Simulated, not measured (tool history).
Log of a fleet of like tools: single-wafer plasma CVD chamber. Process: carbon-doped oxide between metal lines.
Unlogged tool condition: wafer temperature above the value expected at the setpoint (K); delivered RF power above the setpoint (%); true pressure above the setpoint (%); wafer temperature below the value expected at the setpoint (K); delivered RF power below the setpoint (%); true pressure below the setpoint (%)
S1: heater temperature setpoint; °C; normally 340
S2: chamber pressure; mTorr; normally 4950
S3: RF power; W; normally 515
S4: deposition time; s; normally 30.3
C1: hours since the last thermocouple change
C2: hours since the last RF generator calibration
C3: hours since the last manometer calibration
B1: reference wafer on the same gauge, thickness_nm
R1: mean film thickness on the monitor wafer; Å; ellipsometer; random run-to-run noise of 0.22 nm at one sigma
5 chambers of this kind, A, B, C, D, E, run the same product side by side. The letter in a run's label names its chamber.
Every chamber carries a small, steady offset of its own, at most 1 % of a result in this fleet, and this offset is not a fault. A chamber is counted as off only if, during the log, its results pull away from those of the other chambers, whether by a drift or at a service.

run,day,S1,S2,S3,S4,C1,C2,C3,B1,R1
1A,0.308,340,4950,515,30.3,1391.4,191.0,1664.4,185.95,1623.7
2B,0.608,340,4950,515,30.3,799.2,711.4,134.0,186.05,1615.2
3C,0.950,340,4950,515,30.3,325.4,863.8,415.0,186.10,1637.8
4D,1.379,340,4950,515,30.3,1101.5,609.2,1709.3,186.08,1625.7
5E,1.950,340,4950,515,30.3,1378.4,611.2,546.5,186.13,1634.3
6C,2.525,340,4950,515,30.3,363.2,901.6,452.8,186.15,1636.7
7D,3.067,340,4950,515,30.3,1142.0,649.7,1749.8,186.17,1624.1
8A,3.696,340,6050,515,30.3,1472.7,272.3,1745.7,186.28,1660.5
9B,4.333,340,6050,515,30.3,888.6,800.8,223.4,186.36,1654.8
10E,4.688,340,6050,515,30.3,1444.1,676.9,612.2,186.33,1673.6
11B,5.025,340,6050,515,30.3,905.2,817.4,240.0,186.34,1650.5
12C,5.342,340,6050,515,30.3,430.8,969.2,520.4,186.42,1679.0
13E,5.692,340,4950,515,30.3,1468.2,701.0,636.3,186.48,1638.4
14A,6.108,340,4950,420,30.3,1530.6,330.2,1803.6,186.45,1412.7
# day 6.200: chamber B: thermocouple changed; heater temperature recalibrated
15D,6.688,340,4950,420,30.3,1228.9,736.6,1836.7,186.49,1417.1
16D,7.258,340,4950,420,30.3,1242.6,750.3,1850.4,186.51,1415.6
17E,7.775,340,4950,420,30.3,1518.2,751.0,686.3,186.58,1419.8
18A,8.188,340,4950,420,30.3,1580.5,380.1,1853.5,186.56,1414.3
19C,8.588,340,4950,515,30.3,508.7,1047.1,598.3,186.63,1643.5
20B,9.000,340,4950,515,30.3,67.2,912.8,335.4,186.70,1615.7
21C,9.425,340,4950,515,30.3,528.8,1067.2,618.4,186.67,1643.4
22A,9.962,340,4950,515,30.3,1623.1,422.7,1896.1,186.78,1627.7
23D,10.417,340,4950,515,30.3,1318.4,826.1,1926.2,186.74,1626.1
# day 10.662: chamber E: thermocouple changed; heater temperature recalibrated
24B,10.912,340,4950,515,30.3,113.1,958.7,381.3,186.77,1622.2
25E,11.342,340,4950,515,30.3,16.4,836.6,771.9,186.81,1640.5
26E,11.771,340,4950,515,30.3,26.7,846.9,782.2,186.88,1643.7
# day 12.004: chamber D: capacitance manometer re-zeroed and calibrated
27B,12.079,340,4950,515,30.3,141.1,986.7,409.3,186.88,1620.0
28C,12.721,340,4950,515,30.3,607.9,1146.3,697.5,186.94,1648.5
29A,13.196,340,4950,515,30.3,1700.7,500.3,1973.7,187.01,1628.5
30D,13.858,340,4950,515,30.3,1401.0,908.7,44.5,186.97,1630.1

Next, every chamber runs the same settings. What will each give?
31A,14.338,340,4950,440,30.3,,,,,?
31B,14.338,340,4950,440,30.3,,,,,?
31C,14.338,340,4950,440,30.3,,,,,?
31D,14.338,340,4950,440,30.3,,,,,?
31E,14.338,340,4950,440,30.3,,,,,?

run,R1
31A,1467.4
31B,1466.4
31C,1483.4
31D,1468.7
31E,1476.3
